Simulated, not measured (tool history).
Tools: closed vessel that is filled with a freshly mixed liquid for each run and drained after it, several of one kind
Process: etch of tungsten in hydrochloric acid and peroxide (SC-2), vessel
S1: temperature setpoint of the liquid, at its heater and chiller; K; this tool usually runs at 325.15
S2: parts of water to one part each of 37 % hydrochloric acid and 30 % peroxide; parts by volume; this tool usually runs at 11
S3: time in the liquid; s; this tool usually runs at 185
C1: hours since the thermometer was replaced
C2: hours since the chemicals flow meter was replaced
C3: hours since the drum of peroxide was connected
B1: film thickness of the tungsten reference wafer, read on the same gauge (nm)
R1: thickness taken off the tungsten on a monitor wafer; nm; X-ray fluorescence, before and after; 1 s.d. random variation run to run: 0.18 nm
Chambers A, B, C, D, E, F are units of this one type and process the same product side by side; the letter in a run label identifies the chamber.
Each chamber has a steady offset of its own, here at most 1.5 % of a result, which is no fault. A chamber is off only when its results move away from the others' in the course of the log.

Run 1B, hour 4.6: usual settings; C1 1978.9; C2 347.1; C3 1282.1; B1 80.016. Result: R1 43.817 nm.
Run 2A, hour 8.9: usual settings; C1 1124.5; C2 117.7; C3 231.9; B1 80.011. Result: R1 43.913 nm.
Run 3F, hour 12.7: usual settings; C1 24.3; C2 611.5; C3 734.9; B1 80.031. Result: R1 43.311 nm.
Run 4C, hour 17.7: usual settings; C1 63.2; C2 1393.4; C3 1040.2; B1 80.004. Result: R1 43.457 nm.
Run 5E, hour 20.7: usual settings but S3 125 s; C1 755.2; C2 305.0; C3 54.0; B1 80.004. Result: R1 29.222 nm.
Run 6D, hour 25.1: usual settings but S3 125 s; C1 1020.3; C2 672.7; C3 186.0; B1 80.010. Result: R1 29.032 nm.
Run 7D, hour 27.4: usual settings but S3 125 s; C1 1022.6; C2 675.0; C3 188.3; B1 79.982. Result: R1 29.257 nm.
Run 8A, hour 30.5: usual settings but S3 125 s; C1 1146.1; C2 139.3; C3 253.5; B1 80.021. Result: R1 29.378 nm.
Run 9F, hour 33.5: usual settings but S3 125 s; C1 45.1; C2 632.3; C3 755.7; B1 79.989. Result: R1 29.133 nm.
Run 10B, hour 37.0: usual settings but S3 125 s; C1 2011.3; C2 379.5; C3 1314.5; B1 80.015. Result: R1 29.640 nm.
Run 11E, hour 40.7: usual settings; C1 775.2; C2 325.0; C3 74.0; B1 80.017. Result: R1 43.324 nm.
Run 12C, hour 43.3: usual settings but S3 100 s; C1 88.8; C2 1419.0; C3 1065.8; B1 79.989. Result: R1 23.619 nm.
Run 13E, hour 46.3: usual settings but S3 100 s; C1 780.8; C2 330.6; C3 79.6; B1 80.003. Result: R1 23.494 nm.
Run 14C, hour 51.3: usual settings but S3 100 s; C1 96.8; C2 1427.0; C3 1073.8; B1 79.989. Result: R1 23.507 nm.
Run 15F, hour 55.1: usual settings but S3 100 s; C1 66.7; C2 653.9; C3 777.3; B1 80.030. Result: R1 23.414 nm.
At hour 58.1: chamber A: thermometer replaced.
Run 16B, hour 58.2: usual settings but S3 100 s; C1 2032.5; C2 400.7; C3 1335.7; B1 80.013. Result: R1 23.519 nm.
Run 17D, hour 63.2: usual settings but S3 100 s; C1 1058.4; C2 710.8; C3 224.1; B1 79.994. Result: R1 23.420 nm.
Run 18A, hour 68.3: usual settings; C1 10.3; C2 177.1; C3 291.3; B1 79.997. Result: R1 43.354 nm.
Run 19B, hour 71.9: usual settings; C1 2046.2; C2 414.4; C3 1349.4; B1 80.017. Result: R1 44.182 nm.
Run 20F, hour 75.5: usual settings; C1 87.1; C2 674.3; C3 797.7; B1 79.995. Result: R1 43.284 nm.
Run 21C, hour 80.1: usual settings; C1 125.6; C2 1455.8; C3 1102.6; B1 80.021. Result: R1 43.466 nm.
Run 22A, hour 84.7: usual settings; C1 26.7; C2 193.5; C3 307.7; B1 80.016. Result: R1 43.328 nm.
Run 23D, hour 88.9: usual settings; C1 1084.1; C2 736.5; C3 249.8; B1 79.969. Result: R1 43.422 nm.
At hour 90.7: chamber C: new drum of peroxide connected.
Run 24E, hour 93.6: usual settings; C1 828.1; C2 377.9; C3 126.9; B1 79.972. Result: R1 43.067 nm.
Run 25B, hour 96.7: usual settings; C1 2071.0; C2 439.2; C3 1374.2; B1 80.001. Result: R1 43.924 nm.
Run 26D, hour 100.3: usual settings; C1 1095.5; C2 747.9; C3 261.2; B1 79.989. Result: R1 43.333 nm.
Run 27E, hour 103.7: usual settings; C1 838.2; C2 388.0; C3 137.0; B1 80.011. Result: R1 43.473 nm.
Run 28F, hour 108.2: usual settings; C1 119.8; C2 707.0; C3 830.4; B1 79.974. Result: R1 43.265 nm.
Run 29A, hour 113.2: usual settings but S1 319.15 K; C1 55.2; C2 222.0; C3 336.2; B1 80.021. Result: R1 29.144 nm.
Run 30C, hour 117.4: usual settings but S1 319.15 K; C1 162.9; C2 1493.1; C3 26.8; B1 80.012. Result: R1 29.114 nm.
Run 31C, hour 122.1: usual settings but S1 319.15 K; C1 167.6; C2 1497.8; C3 31.5; B1 80.006. Result: R1 29.296 nm.
Run 32A, hour 126.1: usual settings but S1 319.15 K; C1 68.1; C2 234.9; C3 349.1; B1 79.970. Result: R1 28.901 nm.
Run 33D, hour 129.8: usual settings but S1 319.15 K; C1 1125.0; C2 777.4; C3 290.7; B1 79.994. Result: R1 29.102 nm.
Run 34E, hour 133.2: usual settings but S1 319.15 K; C1 867.7; C2 417.5; C3 166.5; B1 79.982. Result: R1 29.217 nm.
Run 35F, hour 135.8: usual settings; C1 147.4; C2 734.6; C3 858.0; B1 80.020. Result: R1 43.022 nm.
Run 36B, hour 139.5: usual settings; C1 2113.8; C2 482.0; C3 1417.0; B1 79.979. Result: R1 43.917 nm.
Run 37E, hour 141.7: usual settings; C1 876.2; C2 426.0; C3 175.0; B1 80.007. Result: R1 43.361 nm.
Run 38D, hour 146.3: usual settings; C1 1141.5; C2 793.9; C3 307.2; B1 80.028. Result: R1 43.021 nm.

Decide between three cases: one chamber stands off from its peers, the gauge reading all wafers drifts, or nothing is wrong past each chamber's small offset. Where a chamber is off, say which and what most likely put it there.

No chamber is off and the gauge is stable; the differences are just each chamber's small, constant offset.
